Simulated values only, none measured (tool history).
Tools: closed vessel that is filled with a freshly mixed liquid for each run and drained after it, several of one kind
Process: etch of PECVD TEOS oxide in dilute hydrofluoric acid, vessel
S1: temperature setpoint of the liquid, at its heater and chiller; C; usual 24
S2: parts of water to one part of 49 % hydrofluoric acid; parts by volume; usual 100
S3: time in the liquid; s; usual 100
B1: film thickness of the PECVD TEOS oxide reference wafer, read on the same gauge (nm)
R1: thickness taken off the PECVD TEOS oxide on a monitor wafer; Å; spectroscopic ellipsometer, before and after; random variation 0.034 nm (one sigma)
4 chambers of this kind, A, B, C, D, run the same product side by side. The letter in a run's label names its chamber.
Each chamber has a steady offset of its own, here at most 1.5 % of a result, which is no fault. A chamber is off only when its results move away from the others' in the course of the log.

Run 1B, hour 3.1: usual settings; B1 119.99. Result: R1 85.285 Å.
Run 2C, hour 6.7: usual settings; B1 119.97. Result: R1 85.44 Å.
Run 3D, hour 10.8: usual settings; B1 120. Result: R1 84.266 Å.
Run 4A, hour 15.5: usual settings; B1 119.99. Result: R1 85.917 Å.
Run 5C, hour 19: usual settings; B1 119.99. Result: R1 85.584 Å.
Run 6B, hour 22: usual settings; B1 119.97. Result: R1 85.384 Å.
Run 7A, hour 25.2: usual settings; B1 119.97. Result: R1 86.06 Å.
Run 8D, hour 28.7: usual settings; B1 119.97. Result: R1 84.548 Å.
Run 9C, hour 31.5: usual settings but S2 75 parts by volume, S3 135 s; B1 120.05. Result: R1 158.37 Å.
Run 10A, hour 34.3: usual settings but S2 75 parts by volume, S3 135 s; B1 119.97. Result: R1 159 Å.
Run 11B, hour 37.1: usual settings but S2 75 parts by volume, S3 135 s; B1 120. Result: R1 158.8 Å.
Run 12D, hour 39.9: usual settings but S2 75 parts by volume, S3 135 s; B1 120.04. Result: R1 157.56 Å.
Run 13B, hour 44: usual settings; B1 120.01. Result: R1 86.082 Å.
Run 14A, hour 47.3: usual settings; B1 119.99. Result: R1 84.897 Å.
Run 15C, hour 50.4: usual settings but S2 80 parts by volume, S3 140 s; B1 119.95. Result: R1 152.95 Å.
Run 16D, hour 54.4: usual settings but S2 80 parts by volume, S3 140 s; B1 120.03. Result: R1 151.35 Å.
Run 17A, hour 58.4: usual settings but S2 80 parts by volume, S3 140 s; B1 120.01. Result: R1 151.85 Å.
Run 18C, hour 63.2: usual settings but S2 80 parts by volume, S3 140 s; B1 120.04. Result: R1 154.03 Å.
Run 19D, hour 68.1: usual settings; B1 119.98. Result: R1 83.819 Å.
Run 20B, hour 70.3: usual settings; B1 120.01. Result: R1 84.908 Å.
Run 21B, hour 73.3: usual settings; B1 119.98. Result: R1 85.568 Å.
Run 22C, hour 77.7: usual settings; B1 120. Result: R1 86.107 Å.
Run 23A, hour 80: usual settings but S1 21.5 C, S2 55 parts by volume; B1 119.92. Result: R1 144.53 Å.
Run 24D, hour 85: usual settings but S1 21.5 C, S2 55 parts by volume; B1 120.03. Result: R1 148.09 Å.
Run 25B, hour 89.4: usual settings but S1 21.5 C, S2 55 parts by volume; B1 120.02. Result: R1 149.29 Å.
Run 26C, hour 91.7: usual settings but S1 21.5 C, S2 55 parts by volume; B1 119.97. Result: R1 148.54 Å.
Run 27D, hour 96.2: usual settings; B1 119.97. Result: R1 84.42 Å.
Run 28A, hour 99.6: usual settings; B1 120.02. Result: R1 83.449 Å.
Run 29A, hour 103.5: usual settings; B1 119.98. Result: R1 83.24 Å.
Run 30C, hour 107.7: usual settings but S2 145 parts by volume, S3 160 s; B1 120.01. Result: R1 89.154 Å.
Run 31D, hour 110.8: usual settings but S2 145 parts by volume, S3 160 s; B1 120. Result: R1 88.102 Å.
Run 32B, hour 114.2: usual settings but S2 145 parts by volume, S3 160 s; B1 119.99. Result: R1 88.978 Å.
Run 33B, hour 116.9: usual settings but S2 145 parts by volume, S3 160 s; B1 120.01. Result: R1 88.97 Å.
Run 34A, hour 120: usual settings but S2 140 parts by volume; B1 119.98. Result: R1 55.918 Å.
Run 35D, hour 122.2: usual settings but S2 140 parts by volume; B1 120. Result: R1 57.241 Å.
Run 36C, hour 125.7: usual settings but S2 140 parts by volume; B1 119.95. Result: R1 58.395 Å.
Run 37C, hour 128.3: usual settings but S2 140 parts by volume; B1 120.04. Result: R1 57.967 Å.
Run 38A, hour 130.6: usual settings; B1 120.03. Result: R1 81.681 Å.
Run 39D, hour 134.8: usual settings but S1 20 C; B1 120. Result: R1 71.539 Å.
Run 40B, hour 138.1: usual settings but S1 20 C; B1 120.02. Result: R1 72.542 Å.
Run 41C, hour 141.4: usual settings but S1 20 C; B1 120.01. Result: R1 72.492 Å.
Run 42A, hour 144.3: usual settings but S1 20 C; B1 120.02. Result: R1 68.384 Å.

Is one chamber off against the others, does the gauge drift, or is nothing wrong? If a chamber is off, say which, and what the likeliest cause is.

Chamber A drifts away from the others.
Cause: liquid colder than its thermometer reads (K) = 1.33.
The log may not tell that from: hydrofluoric acid flow below the setpoint (%).

Here are 4 candidates for chamber A's next run, each the usual settings with a change, their results left as question marks. Which one brings its results back in line with what the others give on the usual settings?
In line means no further than this from the other chambers' mean on the usual settings: R1 1.2 Å
Run 43A-1, hour 147.8: usual settings but S1 23.5 C. Result: R1 ?.
Run 43A-2, hour 147.8: usual settings but S3 95 s. Result: R1 ?.
Run 43A-3, hour 147.8: usual settings but S3 105 s. Result: R1 ?.
Run 43A-4, hour 147.8: usual settings but S1 24.5 C. Result: R1 ?.

The other chambers' mean on the usual settings: R1 85.108 Å
  run      R1
43A-1  79.293
43A-2  76.857
43A-3  84.947
43A-4  82.537
43A-3 brings the chamber back in line.

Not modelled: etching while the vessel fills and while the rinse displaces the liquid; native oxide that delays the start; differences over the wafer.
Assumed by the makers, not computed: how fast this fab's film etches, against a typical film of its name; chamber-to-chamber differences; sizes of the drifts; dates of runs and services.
